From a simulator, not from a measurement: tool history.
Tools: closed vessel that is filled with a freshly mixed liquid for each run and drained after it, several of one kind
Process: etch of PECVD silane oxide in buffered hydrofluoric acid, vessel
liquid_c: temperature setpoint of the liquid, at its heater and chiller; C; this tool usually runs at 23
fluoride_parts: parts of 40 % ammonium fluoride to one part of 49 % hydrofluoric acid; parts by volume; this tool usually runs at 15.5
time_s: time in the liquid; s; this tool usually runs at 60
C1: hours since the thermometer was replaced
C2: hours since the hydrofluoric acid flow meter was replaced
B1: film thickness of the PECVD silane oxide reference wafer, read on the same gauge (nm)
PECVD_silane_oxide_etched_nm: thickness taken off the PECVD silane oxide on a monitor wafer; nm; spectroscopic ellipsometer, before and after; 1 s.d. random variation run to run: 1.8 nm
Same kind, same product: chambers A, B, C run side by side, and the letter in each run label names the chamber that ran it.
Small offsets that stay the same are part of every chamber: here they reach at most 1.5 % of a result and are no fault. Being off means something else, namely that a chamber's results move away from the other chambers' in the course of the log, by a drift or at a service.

{"run": "1B", "day": 0.3, "liquid_c": 23, "fluoride_parts": 15.5, "time_s": 60, "C1": 47.2, "C2": 376.6, "B1": 80.006, "PECVD_silane_oxide_etched_nm": 187.51}
{"run": "2A", "day": 0.579, "liquid_c": 23, "fluoride_parts": 15.5, "time_s": 60, "C1": 264.7, "C2": 962.1, "B1": 79.999, "PECVD_silane_oxide_etched_nm": 186.37}
{"run": "3C", "day": 1.158, "liquid_c": 23, "fluoride_parts": 15.5, "time_s": 60, "C1": 458.1, "C2": 323.8, "B1": 80.035, "PECVD_silane_oxide_etched_nm": 189.14}
{"run": "4A", "day": 1.583, "liquid_c": 23, "fluoride_parts": 15.5, "time_s": 60, "C1": 288.8, "C2": 986.2, "B1": 80.002, "PECVD_silane_oxide_etched_nm": 185.65}
{"run": "5C", "day": 1.988, "liquid_c": 24.5, "fluoride_parts": 18.5, "time_s": 60, "C1": 478, "C2": 343.7, "B1": 79.999, "PECVD_silane_oxide_etched_nm": 171.87}
{"run": "6B", "day": 2.267, "liquid_c": 24.5, "fluoride_parts": 18.5, "time_s": 60, "C1": 94.4, "C2": 423.8, "B1": 80.008, "PECVD_silane_oxide_etched_nm": 173.17}
{"run": "7B", "day": 2.708, "liquid_c": 24.5, "fluoride_parts": 18.5, "time_s": 60, "C1": 105, "C2": 434.4, "B1": 80.017, "PECVD_silane_oxide_etched_nm": 171.07}
{"run": "8C", "day": 3.05, "liquid_c": 23, "fluoride_parts": 15.5, "time_s": 60, "C1": 503.5, "C2": 369.2, "B1": 80.006, "PECVD_silane_oxide_etched_nm": 188.51}
{"run": "9A", "day": 3.438, "liquid_c": 23, "fluoride_parts": 15.5, "time_s": 60, "C1": 333.3, "C2": 1030.7, "B1": 80.005, "PECVD_silane_oxide_etched_nm": 186.22}
{"run": "10A", "day": 3.942, "liquid_c": 23, "fluoride_parts": 15.5, "time_s": 60, "C1": 345.4, "C2": 1042.8, "B1": 79.988, "PECVD_silane_oxide_etched_nm": 184.47}
{"run": "11C", "day": 4.354, "liquid_c": 23, "fluoride_parts": 15.5, "time_s": 60, "C1": 534.8, "C2": 400.5, "B1": 79.984, "PECVD_silane_oxide_etched_nm": 188.54}
{"run": "12B", "day": 4.696, "liquid_c": 23, "fluoride_parts": 15.5, "time_s": 60, "C1": 152.7, "C2": 482.1, "B1": 79.981, "PECVD_silane_oxide_etched_nm": 184.39}
{"run": "13C", "day": 5.117, "liquid_c": 23, "fluoride_parts": 15.5, "time_s": 60, "C1": 553.1, "C2": 418.8, "B1": 80.002, "PECVD_silane_oxide_etched_nm": 189.45}
{"run": "14A", "day": 5.562, "liquid_c": 23, "fluoride_parts": 15.5, "time_s": 60, "C1": 384.3, "C2": 1081.7, "B1": 80.002, "PECVD_silane_oxide_etched_nm": 184.9}
{"run": "15B", "day": 6.017, "liquid_c": 23, "fluoride_parts": 15.5, "time_s": 60, "C1": 184.4, "C2": 513.8, "B1": 79.986, "PECVD_silane_oxide_etched_nm": 183.44}
{"run": "16A", "day": 6.275, "liquid_c": 23, "fluoride_parts": 15.5, "time_s": 60, "C1": 401.4, "C2": 1098.8, "B1": 79.995, "PECVD_silane_oxide_etched_nm": 188.83}
{"run": "17C", "day": 6.796, "liquid_c": 23, "fluoride_parts": 15.5, "time_s": 60, "C1": 593.4, "C2": 459.1, "B1": 80.012, "PECVD_silane_oxide_etched_nm": 186.72}
{"run": "18B", "day": 7.279, "liquid_c": 23, "fluoride_parts": 15.5, "time_s": 60, "C1": 214.7, "C2": 544.1, "B1": 80.023, "PECVD_silane_oxide_etched_nm": 181.77}
{"run": "19C", "day": 7.842, "liquid_c": 23, "fluoride_parts": 20.5, "time_s": 60, "C1": 618.5, "C2": 484.2, "B1": 80.007, "PECVD_silane_oxide_etched_nm": 146.53}
{"run": "20A", "day": 8.329, "liquid_c": 23, "fluoride_parts": 20.5, "time_s": 60, "C1": 450.7, "C2": 1148.1, "B1": 79.992, "PECVD_silane_oxide_etched_nm": 142.72}
{"run": "21B", "day": 8.588, "liquid_c": 23, "fluoride_parts": 20.5, "time_s": 60, "C1": 246.1, "C2": 575.5, "B1": 79.982, "PECVD_silane_oxide_etched_nm": 138.47}
{"run": "22A", "day": 9.088, "liquid_c": 21, "fluoride_parts": 15.5, "time_s": 60, "C1": 468.9, "C2": 1166.3, "B1": 79.997, "PECVD_silane_oxide_etched_nm": 165.68}
{"run": "23C", "day": 9.425, "liquid_c": 21, "fluoride_parts": 15.5, "time_s": 60, "C1": 656.5, "C2": 522.2, "B1": 79.997, "PECVD_silane_oxide_etched_nm": 168.82}
{"run": "24B", "day": 9.783, "liquid_c": 21, "fluoride_parts": 15.5, "time_s": 60, "C1": 274.8, "C2": 604.2, "B1": 79.993, "PECVD_silane_oxide_etched_nm": 158.01}
{"run": "25B", "day": 10.175, "liquid_c": 23, "fluoride_parts": 15.5, "time_s": 60, "C1": 284.2, "C2": 613.6, "B1": 79.981, "PECVD_silane_oxide_etched_nm": 175.19}
{"run": "26A", "day": 10.554, "liquid_c": 23, "fluoride_parts": 15.5, "time_s": 60, "C1": 504.1, "C2": 1201.5, "B1": 80.002, "PECVD_silane_oxide_etched_nm": 188.05}
{"run": "27C", "day": 11.125, "liquid_c": 23, "fluoride_parts": 15.5, "time_s": 60, "C1": 697.3, "C2": 563, "B1": 80.009, "PECVD_silane_oxide_etched_nm": 189.91}

Has any chamber moved away from the others, gradually or after a service, or does the common gauge drift, or do the chambers differ only by their own small steady offsets? State the chamber and the most likely cause if one applies.

Chamber B drifts away from the others.
Most likely cause: hydrofluoric acid flow below the setpoint (%) = 9.05.
The log may not tell that from: liquid colder than its thermometer reads (K).

Below are 4 candidate recipes for chamber B's next run, each the usual settings with a change, their results shown as question marks. Which of them brings B's results back in line with what the other chambers give on the usual settings?
A result is in line if it is within this distance of the other chambers' mean on the usual settings: PECVD_silane_oxide_etched_nm 6.4 nm
{"run": "28B-1", "day": 11.542, "liquid_c": 23, "fluoride_parts": 13, "time_s": 60, "PECVD_silane_oxide_etched_nm": "?"}
{"run": "28B-2", "day": 11.542, "liquid_c": 23, "fluoride_parts": 15.5, "time_s": 50, "PECVD_silane_oxide_etched_nm": "?"}
{"run": "28B-3", "day": 11.542, "liquid_c": 23, "fluoride_parts": 15.5, "time_s": 55, "PECVD_silane_oxide_etched_nm": "?"}
{"run": "28B-4", "day": 11.542, "liquid_c": 23, "fluoride_parts": 15.5, "time_s": 65, "PECVD_silane_oxide_etched_nm": "?"}

Mean of the other chambers on the usual settings: PECVD_silane_oxide_etched_nm 187.6 nm
run=28B-1 PECVD_silane_oxide_etched_nm=203.45
run=28B-2 PECVD_silane_oxide_etched_nm=142.8
run=28B-3 PECVD_silane_oxide_etched_nm=157.08
run=28B-4 PECVD_silane_oxide_etched_nm=185.64
The right change is 28B-4: it brings the chamber back within the allowed miss of the others.
